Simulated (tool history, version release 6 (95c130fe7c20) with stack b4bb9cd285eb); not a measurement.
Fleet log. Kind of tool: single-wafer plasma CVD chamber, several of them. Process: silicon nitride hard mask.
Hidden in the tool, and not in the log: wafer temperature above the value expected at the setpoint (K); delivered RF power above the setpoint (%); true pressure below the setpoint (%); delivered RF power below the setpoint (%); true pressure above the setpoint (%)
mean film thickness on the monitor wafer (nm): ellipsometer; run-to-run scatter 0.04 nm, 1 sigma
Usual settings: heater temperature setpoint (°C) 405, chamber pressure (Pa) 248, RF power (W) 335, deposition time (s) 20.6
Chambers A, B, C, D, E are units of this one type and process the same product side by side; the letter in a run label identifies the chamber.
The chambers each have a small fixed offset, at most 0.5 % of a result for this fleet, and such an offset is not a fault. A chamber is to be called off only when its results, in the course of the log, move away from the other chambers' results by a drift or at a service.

run	hour	heater temperature setpoint (°C)	chamber pressure (Pa)	RF power (W)	deposition time (s)	hours since the last thermocouple change	hours since the last RF generator calibration	hours since the last manometer calibration	read-back reference wafer on the same gauge, thickness_nm	mean film thickness on the monitor wafer (nm)
1C	7	405	248	335	20.6	1786.1	1256.5	843.3	30.804	26.47
2E	11.4	405	248	335	20.6	2895.4	493.6	1124.5	30.791	26.617
3A	17.4	405	248	335	20.6	144.4	1401.5	1562.4	30.795	26.563
4D	25.8	405	248	335	20.6	807.4	1863.5	2219.1	30.777	26.581
5B	29.6	405	213	335	21.9	297.6	1740.6	245.8	30.776	27.102
6A	35.3	405	213	335	21.9	162.3	1419.4	1580.3	30.769	27.016
7B	42.3	405	213	335	21.9	310.3	1753.3	258.5	30.775	27.068
8C	49.3	405	213	335	21.9	1828.4	1298.8	885.6	30.755	26.843
9D	57.6	405	213	335	21.9	839.2	1895.3	2250.9	30.756	27.065
10E	64.2	405	248	335	20.6	2948.2	546.4	1177.3	30.76	26.63
11D	71.8	418	248	375	20.6	853.4	1909.5	2265.1	30.751	28.497
12E	80.7	418	248	375	20.6	2964.7	562.9	1193.8	30.744	28.35
13C	85.9	418	248	375	20.6	1865	1335.4	922.2	30.743	28.179
14B	89.7	418	248	375	20.6	357.7	1800.7	305.9	30.746	28.424
15A	98.4	418	248	375	20.6	225.4	1482.5	1643.4	30.735	28.209
16E	107.3	405	248	335	20.6	2991.3	589.5	1220.4	30.727	26.458
17A	115.6	405	248	335	20.6	242.6	1499.7	1660.6	30.717	26.486
18D	121.3	405	248	335	20.6	902.9	1959	2314.6	30.716	26.535
19C	127	405	248	335	20.6	1906.1	1376.5	963.3	30.717	26.387
20B	134.2	405	248	335	20.6	402.2	1845.2	350.4	30.703	26.544
21A	140.2	392	248	335	20.6	267.2	1524.3	1685.2	30.692	26.585
22C	146.4	392	248	335	20.6	1925.5	1395.9	982.7	30.696	26.531
# hour 150.1: chamber C: RF generator calibrated
23D	153.8	392	248	335	20.6	935.4	1991.5	2347.1	30.699	26.713
24B	161.6	392	248	335	20.6	429.6	1872.6	377.8	30.706	26.659
25E	166.9	392	248	335	20.6	3050.9	649.1	1280	30.682	26.691
# hour 168.9: chamber A: RF generator calibrated
26A	171.1	405	248	335	20.6	298.1	2.3	1716.1	30.685	26.447
27C	178.5	405	248	335	20.6	1957.6	28.4	1014.8	30.671	26.345
# hour 180.7: chamber E: thermocouple changed; heater temperature recalibrated
# hour 180.7: chamber A: capacitance manometer re-zeroed and calibrated
28E	183.8	405	204	365	20.6	3.1	666	1296.9	30.677	26.445
29B	191.2	405	204	365	20.6	459.2	1902.2	407.4	30.675	26.47
30D	199.8	405	204	365	20.6	981.4	2037.5	2393.1	30.662	26.489
31C	206.7	405	204	365	20.6	1985.8	56.6	1043	30.648	26.241
32D	213.3	405	204	365	20.6	994.9	2051	2406.6	30.652	26.481
33B	217.8	405	248	335	20.6	485.8	1928.8	434	30.648	26.51
34E	223.2	405	248	335	20.6	42.5	705.4	1336.3	30.644	26.443
35A	228.6	409	271	335	20.6	355.6	59.8	47.9	30.647	27.079
36A	233.1	409	271	335	20.6	360.1	64.3	52.4	30.647	26.972
37E	241.2	409	271	335	20.6	60.5	723.4	1354.3	30.63	27.112
38C	246.6	409	271	335	20.6	2025.7	96.5	1082.9	30.639	26.836
39B	251	409	271	335	20.6	519	1962	467.2	30.632	27.168
40D	255.4	405	248	335	20.6	1037	2093.1	2448.7	30.622	26.586
41E	262.8	405	248	335	20.6	82.1	745	1375.9	30.617	26.468
42D	270.5	405	248	335	20.6	1052.1	2108.2	2463.8	30.618	26.476
43A	275.3	405	248	335	20.6	402.3	106.5	94.6	30.608	26.425

Decide between three cases: one chamber stands off from its peers, the gauge reading all wafers drifts, or nothing is wrong past each chamber's small offset. Where a chamber is off, say which and what most likely put it there.

Gauge drift. The chambers move together only on paper, and none stands off.
Most likely cause: gauge reads low (%) = 0.623.

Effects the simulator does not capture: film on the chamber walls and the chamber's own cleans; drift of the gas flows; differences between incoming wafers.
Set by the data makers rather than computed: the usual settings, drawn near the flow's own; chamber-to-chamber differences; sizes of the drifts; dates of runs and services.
